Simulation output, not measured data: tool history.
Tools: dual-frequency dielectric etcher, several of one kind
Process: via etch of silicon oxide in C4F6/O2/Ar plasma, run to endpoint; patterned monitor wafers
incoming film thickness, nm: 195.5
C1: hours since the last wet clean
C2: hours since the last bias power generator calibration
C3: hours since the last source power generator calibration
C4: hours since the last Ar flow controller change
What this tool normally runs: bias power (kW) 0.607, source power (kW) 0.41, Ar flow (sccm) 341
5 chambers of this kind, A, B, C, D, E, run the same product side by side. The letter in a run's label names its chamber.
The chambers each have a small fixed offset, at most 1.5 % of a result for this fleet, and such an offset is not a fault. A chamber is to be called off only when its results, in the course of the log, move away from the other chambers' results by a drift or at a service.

run 1A hour=9.4 | bias_power_(kW)=0.607 source_power_(kW)=0.41 Ar_flow_(sccm)=341 | C1=94.5 C2=3536.1 C3=2820.4 C4=4588.1 | endpoint_time_(s)=40.643
run 2D hour=14.4 | bias_power_(kW)=0.607 source_power_(kW)=0.41 Ar_flow_(sccm)=341 | C1=448.5 C2=1074.9 C3=974.7 C4=2381.9 | endpoint_time_(s)=40.005
-- hour=16.2 chamber B: wet clean of the chamber
run 3B hour=23.2 | bias_power_(kW)=0.607 source_power_(kW)=0.41 Ar_flow_(sccm)=341 | C1=7 C2=1257.1 C3=461 C4=1788.8 | endpoint_time_(s)=40.752
-- hour=32.1 chamber A: Ar flow controller replaced
run 4C hour=33.4 | bias_power_(kW)=0.607 source_power_(kW)=0.41 Ar_flow_(sccm)=341 | C1=279 C2=415.6 C3=1157.2 C4=4891.4 | endpoint_time_(s)=40.245
-- hour=33.7 chamber A: bias power generator calibrated
run 5E hour=40.3 | bias_power_(kW)=0.607 source_power_(kW)=0.41 Ar_flow_(sccm)=341 | C1=145.2 C2=640.3 C3=2492.6 C4=3351.8 | endpoint_time_(s)=40.153
run 6A hour=51.3 | bias_power_(kW)=0.607 source_power_(kW)=0.41 Ar_flow_(sccm)=341 | C1=136.4 C2=17.7 C3=2862.3 C4=19.2 | endpoint_time_(s)=40.112
run 7C hour=61.1 | bias_power_(kW)=0.607 source_power_(kW)=0.41 Ar_flow_(sccm)=341 | C1=306.7 C2=443.3 C3=1184.9 C4=4919.1 | endpoint_time_(s)=39.962
run 8E hour=67.2 | bias_power_(kW)=0.607 source_power_(kW)=0.41 Ar_flow_(sccm)=341 | C1=172.1 C2=667.2 C3=2519.5 C4=3378.7 | endpoint_time_(s)=40.365
run 9B hour=74.7 | bias_power_(kW)=0.607 source_power_(kW)=0.41 Ar_flow_(sccm)=341 | C1=58.5 C2=1308.6 C3=512.5 C4=1840.3 | endpoint_time_(s)=41.307
-- hour=75.6 chamber D: wet clean of the chamber
run 10D hour=79.5 | bias_power_(kW)=0.681 source_power_(kW)=0.49 Ar_flow_(sccm)=341 | C1=3.9 C2=1140 C3=1039.8 C4=2447 | endpoint_time_(s)=35.739
run 11A hour=87.5 | bias_power_(kW)=0.681 source_power_(kW)=0.49 Ar_flow_(sccm)=341 | C1=172.6 C2=53.9 C3=2898.5 C4=55.4 | endpoint_time_(s)=35.615
run 12C hour=97.1 | bias_power_(kW)=0.681 source_power_(kW)=0.49 Ar_flow_(sccm)=341 | C1=342.7 C2=479.3 C3=1220.9 C4=4955.1 | endpoint_time_(s)=36.365
run 13D hour=106.8 | bias_power_(kW)=0.681 source_power_(kW)=0.49 Ar_flow_(sccm)=341 | C1=31.2 C2=1167.3 C3=1067.1 C4=2474.3 | endpoint_time_(s)=35.663
run 14B hour=113.5 | bias_power_(kW)=0.681 source_power_(kW)=0.49 Ar_flow_(sccm)=341 | C1=97.3 C2=1347.4 C3=551.3 C4=1879.1 | endpoint_time_(s)=36.223
run 15E hour=124 | bias_power_(kW)=0.607 source_power_(kW)=0.41 Ar_flow_(sccm)=341 | C1=228.9 C2=724 C3=2576.3 C4=3435.5 | endpoint_time_(s)=40.164
run 16B hour=129.9 | bias_power_(kW)=0.607 source_power_(kW)=0.41 Ar_flow_(sccm)=341 | C1=113.7 C2=1363.8 C3=567.7 C4=1895.5 | endpoint_time_(s)=40.999
run 17C hour=134.8 | bias_power_(kW)=0.607 source_power_(kW)=0.41 Ar_flow_(sccm)=341 | C1=380.4 C2=517 C3=1258.6 C4=4992.8 | endpoint_time_(s)=40.458
run 18A hour=144.9 | bias_power_(kW)=0.607 source_power_(kW)=0.41 Ar_flow_(sccm)=341 | C1=230 C2=111.3 C3=2955.9 C4=112.8 | endpoint_time_(s)=38.976
run 19E hour=155.2 | bias_power_(kW)=0.607 source_power_(kW)=0.41 Ar_flow_(sccm)=341 | C1=260.1 C2=755.2 C3=2607.5 C4=3466.7 | endpoint_time_(s)=39.955
run 20D hour=166 | bias_power_(kW)=0.607 source_power_(kW)=0.41 Ar_flow_(sccm)=341 | C1=90.4 C2=1226.5 C3=1126.3 C4=2533.5 | endpoint_time_(s)=39.984
-- hour=174.3 chamber C: wet clean of the chamber
run 21A hour=174.9 | bias_power_(kW)=0.607 source_power_(kW)=0.41 Ar_flow_(sccm)=341 | C1=260 C2=141.3 C3=2985.9 C4=142.8 | endpoint_time_(s)=38.884
run 22B hour=183.2 | bias_power_(kW)=0.607 source_power_(kW)=0.41 Ar_flow_(sccm)=341 | C1=167 C2=1417.1 C3=621 C4=1948.8 | endpoint_time_(s)=41.174
run 23D hour=188.7 | bias_power_(kW)=0.607 source_power_(kW)=0.41 Ar_flow_(sccm)=341 | C1=113.1 C2=1249.2 C3=1149 C4=2556.2 | endpoint_time_(s)=39.665
run 24C hour=196 | bias_power_(kW)=0.607 source_power_(kW)=0.41 Ar_flow_(sccm)=341 | C1=21.7 C2=578.2 C3=1319.8 C4=5054 | endpoint_time_(s)=40.191
run 25E hour=202.6 | bias_power_(kW)=0.607 source_power_(kW)=0.41 Ar_flow_(sccm)=341 | C1=307.5 C2=802.6 C3=2654.9 C4=3514.1 | endpoint_time_(s)=40.477
run 26E hour=209.5 | bias_power_(kW)=0.607 source_power_(kW)=0.41 Ar_flow_(sccm)=341 | C1=314.4 C2=809.5 C3=2661.8 C4=3521 | endpoint_time_(s)=40.312
run 27A hour=217.6 | bias_power_(kW)=0.607 source_power_(kW)=0.41 Ar_flow_(sccm)=341 | C1=302.7 C2=184 C3=3028.6 C4=185.5 | endpoint_time_(s)=39.038
run 28D hour=226.9 | bias_power_(kW)=0.607 source_power_(kW)=0.41 Ar_flow_(sccm)=341 | C1=151.3 C2=1287.4 C3=1187.2 C4=2594.4 | endpoint_time_(s)=39.003
run 29C hour=235.7 | bias_power_(kW)=0.607 source_power_(kW)=0.41 Ar_flow_(sccm)=341 | C1=61.4 C2=617.9 C3=1359.5 C4=5093.7 | endpoint_time_(s)=40.64
run 30B hour=245.2 | bias_power_(kW)=0.607 source_power_(kW)=0.41 Ar_flow_(sccm)=341 | C1=229 C2=1479.1 C3=683 C4=2010.8 | endpoint_time_(s)=40.695
run 31A hour=252.7 | bias_power_(kW)=0.607 source_power_(kW)=0.41 Ar_flow_(sccm)=341 | C1=337.8 C2=219.1 C3=3063.7 C4=220.6 | endpoint_time_(s)=38.448
run 32C hour=259.8 | bias_power_(kW)=0.607 source_power_(kW)=0.41 Ar_flow_(sccm)=341 | C1=85.5 C2=642 C3=1383.6 C4=5117.8 | endpoint_time_(s)=39.737
run 33D hour=267.1 | bias_power_(kW)=0.607 source_power_(kW)=0.41 Ar_flow_(sccm)=341 | C1=191.5 C2=1327.6 C3=1227.4 C4=2634.6 | endpoint_time_(s)=39.79
run 34B hour=273.4 | bias_power_(kW)=0.607 source_power_(kW)=0.41 Ar_flow_(sccm)=341 | C1=257.2 C2=1507.3 C3=711.2 C4=2039 | endpoint_time_(s)=40.83

Read the log: is a single chamber off, either drifting away or since a service, is the gauge that measures every chamber drifting, or is nothing wrong beyond small per-chamber offsets? Name any odd chamber and what most likely caused it.

Little by little, chamber A moves away from the other chambers.
Most likely cause: etch rate over this chamber's usual, % = 5.47.

Which of the 4 candidates below, each the usual settings with something changed and its results left as question marks, puts chamber A back in line with what the other chambers give on the usual settings?
In line here means within this much of the mean the other chambers give on the usual settings: endpoint time (s) 1.1
run 35A-1 hour=281.3 | bias_power_(kW)=0.607 source_power_(kW)=0.32 Ar_flow_(sccm)=365 | endpoint_time_(s)=?
run 35A-2 hour=281.3 | bias_power_(kW)=0.754 source_power_(kW)=0.41 Ar_flow_(sccm)=317 | endpoint_time_(s)=?
run 35A-3 hour=281.3 | bias_power_(kW)=0.649 source_power_(kW)=0.44 Ar_flow_(sccm)=334 | endpoint_time_(s)=?
run 35A-4 hour=281.3 | bias_power_(kW)=0.564 source_power_(kW)=0.38 Ar_flow_(sccm)=341 | endpoint_time_(s)=?

Average result of the remaining chambers running the usual settings: endpoint time (s) 40.27
run=35A-1 endpoint_time_(s)=42.443
run=35A-2 endpoint_time_(s)=35.028
run=35A-3 endpoint_time_(s)=36.392
run=35A-4 endpoint_time_(s)=40.647
The right change is 35A-4: it brings the chamber back within the allowed miss of the others.
